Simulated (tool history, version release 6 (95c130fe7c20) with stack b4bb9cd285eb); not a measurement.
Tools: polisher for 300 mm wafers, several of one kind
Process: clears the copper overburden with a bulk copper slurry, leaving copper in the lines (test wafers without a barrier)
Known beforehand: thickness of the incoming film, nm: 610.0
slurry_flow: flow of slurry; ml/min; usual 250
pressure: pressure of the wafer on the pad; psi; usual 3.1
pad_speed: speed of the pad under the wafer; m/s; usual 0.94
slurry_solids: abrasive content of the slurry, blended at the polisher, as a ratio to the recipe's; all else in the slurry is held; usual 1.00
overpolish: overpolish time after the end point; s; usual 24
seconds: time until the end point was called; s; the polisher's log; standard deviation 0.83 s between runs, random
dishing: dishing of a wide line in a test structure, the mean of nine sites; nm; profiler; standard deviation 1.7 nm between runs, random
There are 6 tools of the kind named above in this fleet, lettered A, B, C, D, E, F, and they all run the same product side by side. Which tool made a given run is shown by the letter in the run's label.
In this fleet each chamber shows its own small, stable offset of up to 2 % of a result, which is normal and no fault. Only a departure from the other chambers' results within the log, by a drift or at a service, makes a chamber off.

run     day  slurry_flow  pressure  pad_speed  slurry_solids  overpolish  wafers polished on this pad  hours since the slurry nozzle was cleaned  hours since the head pressure was calibrated  hours since the slurry blender was calibrated  seconds  dishing
 1C   0.196          250       3.1       0.94           1.00          24                          497                                      137.6                                         272.7                                           87.6   53.779   84.691
      0.242  -- chamber D: worn pad replaced by a new one
      0.262  -- chamber B: worn pad replaced by a new one
 2D   0.500          250       3.1       0.94           1.00          24                           34                                      103.5                                         695.0                                          344.1   55.654   91.050
 3A   0.821          250       3.1       0.94           1.00          24                          602                                      236.0                                         489.1                                           49.4   54.461   88.944
 4B   1.096          250       3.1       0.94           1.00          24                          110                                      135.9                                         270.5                                          323.8   54.024   87.707
 5E   1.388          250       3.1       0.64           1.00          24                          345                                      265.5                                         863.2                                          108.9   79.642   75.109
 6F   1.588          250       3.1       0.64           1.00          24                         1237                                       98.0                                         337.5                                          233.5   80.603   77.748
 7F   1.896          250       3.1       0.64           1.00          24                         1278                                      105.4                                         344.9                                          240.9   78.622   74.003
 8D   2.071          250       3.1       0.64           1.00          24                          241                                      141.2                                         732.7                                          381.8   79.603   75.277
 9B   2.412          250       3.1       0.64           1.00          24                          283                                      167.5                                         302.1                                          355.4   78.534   79.178
10A   2.629          250       3.1       0.64           1.00          24                          841                                      279.4                                         532.5                                           92.8   78.895   80.285
11E   2.788          250       3.1       0.94           1.00          33                          529                                      299.1                                         896.8                                          142.5   55.176   92.544
      2.838  -- chamber E: worn pad replaced by a new one
12C   3.112          250       3.1       0.94           1.00          33                          882                                      207.6                                         342.7                                          157.6   54.778   97.211
      3.354  -- chamber D: slurry blender recalibrated
13B   3.412          250       3.1       0.94           1.00          33                          415                                      191.5                                         326.1                                          379.4   54.404   90.817
      3.542  -- chamber D: worn pad replaced by a new one
14D   3.662          250       3.1       0.94           1.00          33                           16                                      179.4                                         770.9                                            7.4   54.230   93.062
      3.900  -- chamber B: slurry blender recalibrated
15F   3.929          250       3.1       0.94           1.00          33                         1546                                      154.2                                         393.7                                          289.7   56.283   95.033
      4.079  -- chamber F: worn pad replaced by a new one
16E   4.096          250       3.1       0.94           1.00          33                          166                                      330.5                                         928.2                                          173.9   53.619   93.729
17A   4.367          250       3.1       0.94           1.00          24                         1070                                      321.1                                         574.2                                          134.5   52.472   85.283
      4.542  -- chamber C: worn pad replaced by a new one
      4.554  -- chamber B: worn pad replaced by a new one
      4.579  -- chamber B: slurry nozzle cleaned
18C   4.604          250       3.1       0.94           1.00          24                            8                                      243.4                                         378.5                                          193.4   53.587   85.057
      4.771  -- chamber A: worn pad replaced by a new one
19B   4.908          250       3.1       0.94           1.00          24                           46                                        8.0                                         362.0                                           24.2   53.217   87.624
20E   5.188          250       3.1       0.94           1.00          24                          310                                      356.7                                         954.4                                          200.1   52.922   84.373
      5.462  -- chamber F: slurry blender recalibrated
21D   5.504          250       3.1       0.94           1.15          24                          259                                      223.6                                         815.1                                           51.6   53.941   91.576
22C   5.658          250       3.1       0.94           1.15          24                          147                                      268.7                                         403.8                                          218.7   52.567   91.820
23A   5.888          250       3.1       0.94           1.15          24                          147                                      357.6                                         610.7                                          171.0   51.020   89.014
24F   6.133          250       3.1       0.94           1.15          24                          271                                      207.1                                         446.6                                           16.1   52.538   90.168
25C   6.354          250       3.1       0.94           1.15          24                          239                                      285.4                                         420.5                                          235.4   52.906   88.915
26E   6.558          250       3.1       0.94           1.15          24                          491                                      389.6                                         987.3                                          233.0   51.626   85.093
      6.604  -- chamber F: slurry nozzle cleaned
      6.750  -- chamber E: worn pad replaced by a new one
27D   6.750          250       3.1       0.94           0.70          15                          423                                      253.5                                         845.0                                           81.5   60.314   70.886
      6.900  -- chamber D: worn pad replaced by a new one
28A   7.021          250       3.1       0.94           0.70          15                          297                                      384.8                                         637.9                                          198.2   59.866   72.808
29B   7.267          250       3.1       0.94           0.70          15                          358                                       64.6                                         418.6                                           80.8   57.375   71.963
      7.375  -- chamber A: slurry nozzle cleaned
      7.496  -- chamber A: slurry blender recalibrated
30F   7.504          250       3.1       0.94           0.70          15                          452                                       21.6                                         479.5                                           49.0   58.089   72.592
      7.683  -- chamber C: slurry nozzle cleaned
31C   7.775          250       3.1       0.94           0.70          15                          426                                        2.3                                         454.6                                          269.5   57.875   67.815
32E   8.050          250       3.1       0.94           0.70          15                          172                                      425.4                                        1023.1                                          268.8   59.129   70.376
33F   8.304          250       3.1       1.04           1.00          30                          557                                       40.8                                         498.7                                           68.2   50.475   95.611
34A   8.592          250       3.1       1.04           1.00          30                          504                                       29.2                                         675.6                                           26.3   48.930   91.951
      8.717  -- chamber D: slurry nozzle cleaned
35B   8.783          250       3.1       1.04           1.00          30                          558                                      101.0                                         455.0                                          117.2   49.926   94.348
      8.979  -- chamber E: slurry nozzle cleaned
36D   9.067          250       3.1       1.04           1.00          30                          286                                        8.4                                         900.6                                          137.1   49.691   91.068
      9.254  -- chamber B: worn pad replaced by a new one
37C   9.283          250       3.1       1.04           1.00          30                          625                                       38.5                                         490.8                                          305.7   48.676   95.280
38F   9.458          250       3.1       1.04           1.00          30                          710                                       68.5                                         526.4                                           95.9   48.669   95.401
39E   9.729          250       3.1       0.94           1.00          24                          393                                       18.1                                        1063.4                                          309.1   52.621   90.107
40D  10.012          250       3.1       0.94           1.00          24                          411                                       31.1                                         923.3                                          159.8   54.291   85.936
41A  10.279          250       3.1       0.94           1.00          24                          727                                       69.7                                         716.1                                           66.8   54.470   85.175
42B  10.617          250       3.1       0.94           1.00          24                          180                                      145.0                                         499.0                                          161.2   55.192   86.952
43A  10.796          250       3.1       0.94           1.00          24                          795                                       82.1                                         728.5                                           79.2   54.899   86.707
44E  11.096          250       3.1       0.94           1.00          24                          573                                       50.9                                        1096.2                                          341.9   54.043   86.928

Next, every chamber runs the same settings. What will each give?
45A  11.350          250       3.1       0.94           1.00          24                                                                                                                                                                             ?        ?
45B  11.350          250       3.1       0.94           1.00          24                                                                                                                                                                             ?        ?
45C  11.350          250       3.1       0.94           1.00          24                                                                                                                                                                             ?        ?
45D  11.350          250       3.1       0.94           1.00          24                                                                                                                                                                             ?        ?
45E  11.350          250       3.1       0.94           1.00          24                                                                                                                                                                             ?        ?
45F  11.350          250       3.1       0.94           1.00          24                                                                                                                                                                             ?        ?

run  seconds  dishing
45A   54.705   87.841
45B   56.055   89.589
45C   55.350   88.351
45D   55.419   89.126
45E   54.049   85.264
45F   54.897   88.580

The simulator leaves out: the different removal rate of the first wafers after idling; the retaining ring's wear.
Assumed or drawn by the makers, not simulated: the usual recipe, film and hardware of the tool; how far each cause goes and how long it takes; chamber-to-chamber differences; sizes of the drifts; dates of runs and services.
